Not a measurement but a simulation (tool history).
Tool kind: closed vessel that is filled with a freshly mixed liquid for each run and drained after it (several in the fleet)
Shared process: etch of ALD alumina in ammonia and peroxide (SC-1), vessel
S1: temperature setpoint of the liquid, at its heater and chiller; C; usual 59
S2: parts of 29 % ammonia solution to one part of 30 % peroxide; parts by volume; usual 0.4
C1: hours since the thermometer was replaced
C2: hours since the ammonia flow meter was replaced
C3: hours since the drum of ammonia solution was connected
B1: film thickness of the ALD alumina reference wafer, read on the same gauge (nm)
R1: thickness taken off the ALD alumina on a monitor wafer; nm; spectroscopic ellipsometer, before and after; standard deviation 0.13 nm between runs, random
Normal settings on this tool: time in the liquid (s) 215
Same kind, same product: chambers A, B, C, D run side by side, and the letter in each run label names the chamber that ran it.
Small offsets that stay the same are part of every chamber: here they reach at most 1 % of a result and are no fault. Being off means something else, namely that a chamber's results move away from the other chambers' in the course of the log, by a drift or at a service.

run 1A hour=7.3 | S1=59 S2=0.4 time_in_the_liquid_(s)=215 | C1=1771.3 C2=1210.7 C3=373.8 | B1=139.99 | R1=25.298
run 2D hour=18.3 | S1=59 S2=0.4 time_in_the_liquid_(s)=215 | C1=799 C2=645.3 C3=599.6 | B1=140.02 | R1=25.063
run 3B hour=30.3 | S1=59 S2=0.4 time_in_the_liquid_(s)=215 | C1=1083.2 C2=423.9 C3=276.4 | B1=140.01 | R1=25.252
run 4C hour=40.3 | S1=59 S2=0.4 time_in_the_liquid_(s)=215 | C1=814.7 C2=67.8 C3=132.1 | B1=139.97 | R1=25.432
run 5D hour=48.4 | S1=59 S2=0.4 time_in_the_liquid_(s)=215 | C1=829.1 C2=675.4 C3=629.7 | B1=140 | R1=24.889
run 6C hour=54.4 | S1=67.5 S2=0.4 time_in_the_liquid_(s)=110 | C1=828.8 C2=81.9 C3=146.2 | B1=140.01 | R1=19.882
run 7B hour=61.3 | S1=67.5 S2=0.4 time_in_the_liquid_(s)=110 | C1=1114.2 C2=454.9 C3=307.4 | B1=140 | R1=19.914
run 8A hour=71.2 | S1=67.5 S2=0.4 time_in_the_liquid_(s)=110 | C1=1835.2 C2=1274.6 C3=437.7 | B1=139.99 | R1=19.817
-- hour=75.6 chamber D: new drum of ammonia solution connected
run 9C hour=82 | S1=67.5 S2=0.4 time_in_the_liquid_(s)=110 | C1=856.4 C2=109.5 C3=173.8 | B1=140.02 | R1=19.997
-- hour=86.1 chamber A: thermometer replaced
run 10D hour=87.4 | S1=59 S2=0.4 time_in_the_liquid_(s)=215 | C1=868.1 C2=714.4 C3=11.8 | B1=139.98 | R1=25.086
-- hour=92.4 chamber C: new drum of ammonia solution connected
run 11A hour=97.2 | S1=59 S2=0.4 time_in_the_liquid_(s)=215 | C1=11.1 C2=1300.6 C3=463.7 | B1=139.99 | R1=25.179
-- hour=108.5 chamber A: ammonia flow meter replaced
run 12B hour=108.9 | S1=59 S2=0.4 time_in_the_liquid_(s)=215 | C1=1161.8 C2=502.5 C3=355 | B1=140.01 | R1=25.343
run 13A hour=117.3 | S1=59 S2=0.4 time_in_the_liquid_(s)=215 | C1=31.2 C2=8.8 C3=483.8 | B1=139.99 | R1=25.505
run 14D hour=125.3 | S1=59 S2=0.4 time_in_the_liquid_(s)=215 | C1=906 C2=752.3 C3=49.7 | B1=140.01 | R1=25.201
run 15C hour=137.2 | S1=59 S2=0.4 time_in_the_liquid_(s)=215 | C1=911.6 C2=164.7 C3=44.9 | B1=139.98 | R1=26.293
run 16B hour=145.1 | S1=59 S2=0.4 time_in_the_liquid_(s)=215 | C1=1198 C2=538.7 C3=391.2 | B1=139.99 | R1=25.463
run 17A hour=154.9 | S1=59 S2=0.4 time_in_the_liquid_(s)=215 | C1=68.8 C2=46.4 C3=521.4 | B1=140.03 | R1=25.624
run 18C hour=163.4 | S1=59 S2=0.4 time_in_the_liquid_(s)=215 | C1=937.8 C2=190.9 C3=71.1 | B1=140.01 | R1=26.151
run 19D hour=174.6 | S1=59 S2=0.4 time_in_the_liquid_(s)=215 | C1=955.3 C2=801.6 C3=99 | B1=139.98 | R1=25.031
run 20B hour=183.6 | S1=59 S2=0.4 time_in_the_liquid_(s)=215 | C1=1236.5 C2=577.2 C3=429.7 | B1=139.99 | R1=25.376
run 21A hour=195.1 | S1=59 S2=0.6 time_in_the_liquid_(s)=120 | C1=109 C2=86.6 C3=561.6 | B1=140 | R1=14.762
run 22B hour=204.6 | S1=59 S2=0.6 time_in_the_liquid_(s)=120 | C1=1257.5 C2=598.2 C3=450.7 | B1=140.02 | R1=14.708
-- hour=204.8 chamber B: new drum of ammonia solution connected
run 23C hour=209.9 | S1=59 S2=0.6 time_in_the_liquid_(s)=120 | C1=984.3 C2=237.4 C3=117.6 | B1=140.02 | R1=15.454
run 24D hour=217.4 | S1=59 S2=0.6 time_in_the_liquid_(s)=120 | C1=998.1 C2=844.4 C3=141.8 | B1=140.05 | R1=14.534
run 25C hour=224.3 | S1=59 S2=0.4 time_in_the_liquid_(s)=215 | C1=998.7 C2=251.8 C3=132 | B1=139.97 | R1=26.751
run 26D hour=232 | S1=59 S2=0.4 time_in_the_liquid_(s)=215 | C1=1012.7 C2=859 C3=156.4 | B1=140 | R1=25.273
run 27B hour=242.7 | S1=59 S2=0.4 time_in_the_liquid_(s)=215 | C1=1295.6 C2=636.3 C3=38 | B1=139.98 | R1=25.295

Has any chamber moved away from the others, gradually or after a service, or does the common gauge drift, or do the chambers differ only by their own small steady offsets? State the chamber and the most likely cause if one applies.

Chamber C drifts away from the others.
Cause: liquid hotter than its thermometer reads (K) = 1.16.

Here are 4 candidates for chamber C's next run, each the usual settings with a change, their results left as question marks. Which one brings its results back in line with what the others give on the usual settings?
Allowed miss from the other chambers' usual-settings mean, per result, to count as in line: R1 0.46 nm
run 28C-1 hour=251.3 | S1=59 S2=0.4 time_in_the_liquid_(s)=195 | R1=?
run 28C-2 hour=251.3 | S1=59 S2=0.2 time_in_the_liquid_(s)=215 | R1=?
run 28C-3 hour=251.3 | S1=59 S2=0.4 time_in_the_liquid_(s)=230 | R1=?
run 28C-4 hour=251.3 | S1=59 S2=0.4 time_in_the_liquid_(s)=235 | R1=?

Other chambers, usual settings, mean: R1 25.269 nm
run=28C-1 R1=24.328
run=28C-2 R1=25.114
run=28C-3 R1=28.695
run=28C-4 R1=29.319
The right change is 28C-2: it brings the chamber back within the allowed miss of the others.

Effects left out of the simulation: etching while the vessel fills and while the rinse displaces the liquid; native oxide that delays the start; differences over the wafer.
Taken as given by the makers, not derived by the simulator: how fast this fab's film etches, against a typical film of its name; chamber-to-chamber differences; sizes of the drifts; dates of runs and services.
